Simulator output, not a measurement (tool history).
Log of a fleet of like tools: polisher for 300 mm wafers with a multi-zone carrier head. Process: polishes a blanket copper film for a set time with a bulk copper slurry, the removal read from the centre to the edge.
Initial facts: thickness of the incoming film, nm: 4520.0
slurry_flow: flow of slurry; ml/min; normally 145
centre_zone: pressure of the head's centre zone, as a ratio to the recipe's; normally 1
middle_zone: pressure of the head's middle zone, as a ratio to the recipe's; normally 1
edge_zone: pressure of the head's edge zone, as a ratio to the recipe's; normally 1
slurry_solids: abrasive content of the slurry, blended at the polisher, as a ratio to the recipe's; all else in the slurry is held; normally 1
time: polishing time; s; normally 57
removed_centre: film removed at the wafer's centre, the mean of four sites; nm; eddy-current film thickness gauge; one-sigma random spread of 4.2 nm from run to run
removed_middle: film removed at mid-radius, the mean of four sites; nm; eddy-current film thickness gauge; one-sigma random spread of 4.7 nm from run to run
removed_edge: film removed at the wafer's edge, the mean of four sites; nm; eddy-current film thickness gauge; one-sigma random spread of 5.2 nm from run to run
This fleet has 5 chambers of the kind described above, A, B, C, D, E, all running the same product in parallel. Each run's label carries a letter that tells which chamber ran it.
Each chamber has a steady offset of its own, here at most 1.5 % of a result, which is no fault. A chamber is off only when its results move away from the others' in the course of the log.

run,hour,slurry_flow,centre_zone,middle_zone,edge_zone,slurry_solids,time,wafers polished on this pad,hours since the slurry nozzle was cleaned,hours since the centre zone pressure was calibrated,hours since the edge zone pressure was calibrated,removed_centre,removed_middle,removed_edge
# hour 7: chamber D: edge zone pressure recalibrated
1D,7,145,1,1,1,1,57,799,38.2,952.7,0.1,456.12,462.07,464.71
2A,18.3,145,1,1,1,1,57,775,564.4,103.6,783,465.18,451.32,467.6
# hour 23.8: chamber C: edge zone pressure recalibrated
3B,24.5,145,1,1,1,1,57,805,370,360.7,450.6,460.06,464.63,453.56
# hour 25.3: chamber D: worn pad replaced by a new one
# hour 28.4: chamber A: worn pad replaced by a new one
# hour 31.9: chamber D: centre zone pressure recalibrated
4E,32.8,145,1,1,1,1,57,1096,672.7,344,431.3,456.26,464.14,468.52
# hour 35.2: chamber C: worn pad replaced by a new one
5C,42.3,145,1,1,1,1,57,103,296.8,130.2,18.5,470.28,452.56,459.22
# hour 46.2: chamber B: worn pad replaced by a new one
6A,50.8,145,1,1,1,1,57,322,596.9,136.1,815.5,467.21,459.34,466.06
7C,59.3,145,1,1,1,1,57,348,313.8,147.2,35.5,463.65,442.63,453.39
8E,70.7,145,1,1,1,1,57,1642,710.6,381.9,469.2,456.67,450.53,454.75
9B,79.5,145,1,1,1,1,57,480,425,415.7,505.6,454.11,464.67,456.22
# hour 84.3: chamber E: centre zone pressure recalibrated
10D,90.6,145,1,1,1,1,57,941,121.8,58.7,83.7,452.18,459.7,460.17
11C,99.6,145,1,1,1,1,57,928,354.1,187.5,75.8,456.5,454.73,464.36
# hour 100.7: chamber A: edge zone pressure recalibrated
# hour 106.5: chamber A: worn pad replaced by a new one
# hour 111: chamber C: worn pad replaced by a new one
12E,111.3,145,1,1,1,1,57,2226,751.2,27.1,509.8,448.55,460.13,447.97
# hour 113.1: chamber D: worn pad replaced by a new one
13D,116.7,145,1,1,1,1,57,53,147.9,84.8,109.8,452.7,465.67,464.03
# hour 119.8: chamber B: worn pad replaced by a new one
14A,127.7,145,1,1,1,1,57,305,673.8,213,27,459.56,454.48,457.21
15B,135.6,145,1,1,1,1,57,228,481.1,471.8,561.7,459,463.24,459.23
16C,143.6,145,1,1,1,1,57,470,398.1,231.5,119.8,463.09,455.89,453.26
# hour 147.4: chamber E: slurry nozzle cleaned
# hour 149.7: chamber A: slurry nozzle cleaned
17E,150.1,145,1,1,1,1,57,2785,2.8,65.9,548.6,440.83,445.31,440.24
18D,159.9,145,1,1,1,1,57,675,191.1,128,153,460.16,462.56,464.66
19B,165.5,145,1,1,1.1,1,57,659,511,501.7,591.6,460.57,460.61,483.5
20A,170.7,145,1,1,1.1,1,57,925,21,256,70,463.53,461.17,487.11
21A,177.4,145,1,1,1.1,1,57,1021,27.7,262.7,76.7,463.62,459.1,489.03
# hour 180.5: chamber C: worn pad replaced by a new one
22D,182.6,145,1,1,1.1,1,57,1002,213.8,150.7,175.7,449.86,462.86,499.71
# hour 184: chamber A: worn pad replaced by a new one
23E,189.5,145,1,1,1.1,1,57,3353,42.2,105.3,588,434.87,443.91,456.77
# hour 196.6: chamber B: worn pad replaced by a new one
24B,197.9,145,1,1,1,1,57,18,543.4,534.1,624,459.2,456.83,450
# hour 201.3: chamber D: worn pad replaced by a new one
25C,208.9,145,1,1,1,1,57,409,463.4,296.8,185.1,453.66,447.19,466.01
26A,216.7,145,1,1,1,1,57,471,67,302,116,460.36,453.76,459.7
27D,226,145,1,1,1,1,57,356,257.2,194.1,219.1,463.91,471.1,452.84
28C,236.1,145,1,1,1,1,57,801,490.6,324,212.3,461.4,458.43,455.36
29B,244.8,145,1,1,1,1,57,694,590.3,581,670.9,458.71,452.74,460.77
30E,251.3,145,1,1,1,1,57,4243,104,167.1,649.8,432.52,437.07,434.35
# hour 253.5: chamber A: worn pad replaced by a new one
# hour 257.8: chamber C: worn pad replaced by a new one
31C,262.3,145,1,1,1,1,57,65,516.8,350.2,238.5,462.76,452.3,460.54
32B,273.2,145,1,1,1,1,57,1103,618.7,609.4,699.3,473.19,455.61,455.92
# hour 274.8: chamber B: worn pad replaced by a new one
33A,283.2,145,0.91,1,1,0.85,57,429,133.5,368.5,182.5,403.99,434.83,443.76
# hour 290.2: chamber D: worn pad replaced by a new one
34E,291.7,145,0.91,1,1,0.85,57,4825,144.4,207.5,690.2,372.92,417.62,408.6
35D,299.6,145,0.91,1,1,0.85,57,136,330.8,267.7,292.7,394,443.04,448.37
36E,310,145,0.91,1,1,0.85,57,5089,162.7,225.8,708.5,372.52,411.36,419.57
37D,321.8,145,0.91,1,1,0.85,57,456,353,289.9,314.9,391.48,441.9,453.15
# hour 323.5: chamber A: worn pad replaced by a new one
# hour 329.6: chamber C: worn pad replaced by a new one
38C,330.4,145,1,0.89,1,0.85,57,11,584.9,418.3,306.6,448.11,399.88,438.97
39A,337.4,145,1,0.89,1,0.85,57,201,187.7,422.7,236.7,447.74,406.53,442.93
40B,343.3,145,1,0.89,1,0.85,57,986,688.8,679.5,769.4,444.22,408.63,435.72
41C,348.7,145,1,0.89,1,0.85,57,275,603.2,436.6,324.9,443.39,399.93,438.39

Next, all 5 chambers run the settings below, one line each with question marks for the results. What does each chamber give?
42A,357.2,145,1,1,1,1,57,,,,,?,?,?
42B,357.2,145,1,1,1,1,57,,,,,?,?,?
42C,357.2,145,1,1,1,1,57,,,,,?,?,?
42D,357.2,145,1,1,1,1,57,,,,,?,?,?
42E,357.2,145,1,1,1,1,57,,,,,?,?,?

run,removed_centre,removed_middle,removed_edge
42A,460.89,455.91,458.89
42B,465.24,459.72,451.55
42C,459.09,455.74,455.05
42D,457.16,457.92,458.46
42E,422.73,419,424.88
